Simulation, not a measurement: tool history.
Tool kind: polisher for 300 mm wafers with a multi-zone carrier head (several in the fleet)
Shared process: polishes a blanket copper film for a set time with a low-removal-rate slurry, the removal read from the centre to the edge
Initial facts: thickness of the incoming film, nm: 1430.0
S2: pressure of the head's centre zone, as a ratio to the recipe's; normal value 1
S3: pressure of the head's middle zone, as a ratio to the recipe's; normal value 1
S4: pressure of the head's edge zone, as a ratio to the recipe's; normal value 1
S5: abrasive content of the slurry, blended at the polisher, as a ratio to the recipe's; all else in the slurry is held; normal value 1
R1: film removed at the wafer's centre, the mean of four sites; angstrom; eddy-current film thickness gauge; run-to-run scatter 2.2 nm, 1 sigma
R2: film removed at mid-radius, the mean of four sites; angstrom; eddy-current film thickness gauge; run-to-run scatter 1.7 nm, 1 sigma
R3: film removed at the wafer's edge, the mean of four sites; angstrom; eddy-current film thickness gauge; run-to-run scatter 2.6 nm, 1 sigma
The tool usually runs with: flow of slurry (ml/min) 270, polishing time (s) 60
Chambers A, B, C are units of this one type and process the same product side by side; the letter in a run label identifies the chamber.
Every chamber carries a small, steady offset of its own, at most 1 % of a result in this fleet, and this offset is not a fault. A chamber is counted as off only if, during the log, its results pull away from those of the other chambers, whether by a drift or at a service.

Run 1C, hour 12.9: usual settings. Result: R1 1745.9 angstrom, R2 1765.9 angstrom, R3 1750 angstrom.
At hour 13.7: chamber B: worn pad replaced by a new one.
Run 2A, hour 22.6: usual settings. Result: R1 1711.2 angstrom, R2 1780.4 angstrom, R3 1783.3 angstrom.
At hour 23.1: chamber C: worn pad replaced by a new one.
At hour 30.9: chamber A: worn pad replaced by a new one.
Run 3B, hour 36.2: usual settings. Result: R1 1746.4 angstrom, R2 1775.8 angstrom, R3 1773.8 angstrom.
Run 4C, hour 42.9: usual settings. Result: R1 1777.8 angstrom, R2 1774.6 angstrom, R3 1740.9 angstrom.
At hour 49.5: chamber C: edge zone pressure recalibrated.
Run 5A, hour 51.3: usual settings. Result: R1 1752 angstrom, R2 1808 angstrom, R3 1805.9 angstrom.
Run 6B, hour 60.5: usual settings. Result: R1 1791.3 angstrom, R2 1800 angstrom, R3 1769.8 angstrom.
Run 7A, hour 73: usual settings. Result: R1 1734.6 angstrom, R2 1810.6 angstrom, R3 1783 angstrom.
Run 8B, hour 79.4: usual settings but flow of slurry (ml/min) 215. Result: R1 1701.4 angstrom, R2 1725.7 angstrom, R3 1696.9 angstrom.
Run 9C, hour 89.4: usual settings but flow of slurry (ml/min) 215. Result: R1 1719.7 angstrom, R2 1730.1 angstrom, R3 1724.3 angstrom.
At hour 90.5: chamber B: worn pad replaced by a new one.
Run 10B, hour 99.2: usual settings but flow of slurry (ml/min) 215. Result: R1 1752.7 angstrom, R2 1735.9 angstrom, R3 1720.6 angstrom.
At hour 100.8: chamber A: worn pad replaced by a new one.
Run 11A, hour 111: usual settings. Result: R1 1769 angstrom, R2 1794 angstrom, R3 1736.4 angstrom.
At hour 117.6: chamber A: centre zone pressure recalibrated.
Run 12C, hour 123.7: usual settings. Result: R1 1781.9 angstrom, R2 1787.7 angstrom, R3 1790.7 angstrom.
At hour 129.9: chamber C: worn pad replaced by a new one.
Run 13B, hour 135.6: usual settings. Result: R1 1831.3 angstrom, R2 1756.1 angstrom, R3 1735.4 angstrom.
Run 14A, hour 149.2: usual settings. Result: R1 1757.5 angstrom, R2 1804.1 angstrom, R3 1812.3 angstrom.
At hour 155: chamber B: worn pad replaced by a new one.
Run 15C, hour 159.4: usual settings. Result: R1 1769.9 angstrom, R2 1759.4 angstrom, R3 1768.2 angstrom.
Run 16A, hour 171.8: usual settings. Result: R1 1779.4 angstrom, R2 1794 angstrom, R3 1770.7 angstrom.
At hour 176.7: chamber A: worn pad replaced by a new one.
At hour 183.2: chamber B: slurry nozzle cleaned.
Run 17B, hour 185.4: usual settings. Result: R1 1759.7 angstrom, R2 1771.7 angstrom, R3 1804 angstrom.
Run 18C, hour 196.5: usual settings but flow of slurry (ml/min) 180. Result: R1 1669.6 angstrom, R2 1703.8 angstrom, R3 1673.4 angstrom.
Run 19C, hour 203.7: usual settings but flow of slurry (ml/min) 180. Result: R1 1679.9 angstrom, R2 1674.7 angstrom, R3 1645.2 angstrom.
Run 20A, hour 213.1: usual settings but flow of slurry (ml/min) 180. Result: R1 1647.3 angstrom, R2 1671.6 angstrom, R3 1683.8 angstrom.
At hour 218.4: chamber B: worn pad replaced by a new one.
Run 21B, hour 222.7: usual settings. Result: R1 1797.2 angstrom, R2 1754.6 angstrom, R3 1742 angstrom.
Run 22A, hour 236.6: usual settings. Result: R1 1768.3 angstrom, R2 1792.2 angstrom, R3 1825.5 angstrom.
At hour 241.5: chamber A: worn pad replaced by a new one.
At hour 242.6: chamber C: slurry nozzle cleaned.
At hour 244.8: chamber C: worn pad replaced by a new one.
Run 23B, hour 245.3: usual settings. Result: R1 1779 angstrom, R2 1781.1 angstrom, R3 1761.2 angstrom.
Run 24C, hour 252: usual settings. Result: R1 1787.8 angstrom, R2 1787.4 angstrom, R3 1746.1 angstrom.
Run 25C, hour 266.3: usual settings but S2 1.09. Result: R1 1938.5 angstrom, R2 1760.1 angstrom, R3 1726.1 angstrom.
Run 26A, hour 274.3: usual settings but S2 1.09. Result: R1 1922.2 angstrom, R2 1762.2 angstrom, R3 1814.6 angstrom.
Run 27B, hour 288.9: usual settings but S2 1.09. Result: R1 1932 angstrom, R2 1771.3 angstrom, R3 1751 angstrom.
At hour 294.2: chamber B: worn pad replaced by a new one.
Run 28A, hour 300.4: usual settings. Result: R1 1747.6 angstrom, R2 1774.9 angstrom, R3 1724.1 angstrom.
At hour 306.2: chamber A: worn pad replaced by a new one.
Run 29B, hour 307.9: usual settings. Result: R1 1787.4 angstrom, R2 1796.4 angstrom, R3 1769.6 angstrom.
Run 30C, hour 318.4: usual settings. Result: R1 1749.9 angstrom, R2 1771.5 angstrom, R3 1774.8 angstrom.
Run 31C, hour 329.3: usual settings. Result: R1 1756.7 angstrom, R2 1760.1 angstrom, R3 1772.5 angstrom.
Run 32B, hour 338.8: usual settings. Result: R1 1793.2 angstrom, R2 1768.4 angstrom, R3 1784.3 angstrom.
Run 33A, hour 353.2: usual settings. Result: R1 1763 angstrom, R2 1784.1 angstrom, R3 1779.8 angstrom.

The same settings go to every chamber for the next run, one line per chamber below. Forecast the results for each:
Run 34A, hour 363.7: usual settings but polishing time (s) 70. Result: R1 ?, R2 ?, R3 ?.
Run 34B, hour 363.7: usual settings but polishing time (s) 70. Result: R1 ?, R2 ?, R3 ?.
Run 34C, hour 363.7: usual settings but polishing time (s) 70. Result: R1 ?, R2 ?, R3 ?.

run      R1      R2      R3
34A  2113.3  2080.1    2068
34B  2064.1    2083    2045
34C  2082.6  2110.1  2072.9

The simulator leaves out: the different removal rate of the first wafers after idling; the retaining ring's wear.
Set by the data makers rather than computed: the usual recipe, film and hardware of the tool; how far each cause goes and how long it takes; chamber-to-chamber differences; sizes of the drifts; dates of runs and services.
